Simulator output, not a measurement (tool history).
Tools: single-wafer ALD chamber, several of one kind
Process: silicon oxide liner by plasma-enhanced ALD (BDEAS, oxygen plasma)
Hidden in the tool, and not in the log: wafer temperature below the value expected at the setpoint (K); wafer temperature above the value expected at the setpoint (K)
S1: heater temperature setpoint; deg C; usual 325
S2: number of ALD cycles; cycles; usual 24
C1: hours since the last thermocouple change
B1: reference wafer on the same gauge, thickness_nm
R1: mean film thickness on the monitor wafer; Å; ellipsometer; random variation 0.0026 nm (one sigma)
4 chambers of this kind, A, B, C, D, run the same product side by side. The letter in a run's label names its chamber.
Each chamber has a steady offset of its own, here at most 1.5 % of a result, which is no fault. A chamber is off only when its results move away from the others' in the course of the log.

run    day   S1  S2      C1      B1      R1
 1B  0.192  325  24    1091  2.0902   21.37
 2A  0.475  325  24   977.2  2.0907  21.574
 3D  0.762  325  24  1805.2  2.0911  21.706
 4C  0.979  325  24     725  2.0916  21.518
 5B   1.15  325  24    1114  2.0916  21.314
 6D  1.354  325  24  1819.4  2.0915  21.707
 7C  1.642  325  24   740.9  2.0924  21.499
 8A  1.971  331  22  1013.1  2.0936  19.628
 9C  2.142  331  22   752.9  2.0929  19.574
10B  2.317  331  22    1142  2.0925  19.378
11A  2.533  331  22  1026.6  2.0939  19.613
12D  2.854  325  24  1855.4  2.0946  21.719
13D  3.092  325  20  1861.1  2.0948  18.104
14B  3.346  325  20  1166.7  2.0948  17.814
15A  3.562  325  20  1051.3  2.0956  18.025
16C  3.733  325  20   791.1  2.0958  17.948
17B   3.95  325  24  1181.2  2.0955  21.391
18D  4.133  325  24  1886.1  2.0961  21.759
19A  4.362  325  24  1070.5  2.0961  21.603
20C  4.675  325  24   813.7  2.0972  21.595
21A  4.883  325  24    1083  2.0973  21.635
22B  5.096  325  24  1208.7  2.0973  21.424
23D    5.4  325  24  1916.5  2.0975  21.764
24C  5.583  325  24   835.5  2.0982  21.589
25A  5.771  311  20  1104.3  2.0983    18.4
26D  5.992  311  20  1930.7  2.0986  18.508
27B  6.162  311  20  1234.3  2.0992  18.208
28C  6.346  311  20   853.8  2.0993  18.418
29C  6.588  325  24   859.6  2.0999  21.629
30B  6.808  325  24  1249.8  2.0999  21.434

What goes on in this fleet: one chamber off, a drifting gauge, or nothing beyond the chambers' own small offsets? Name the chamber and the cause, if any.

The gauge drifts, so all chambers seem to drift together. No chamber is off.
Cause: gauge reads high (%) = 0.496.
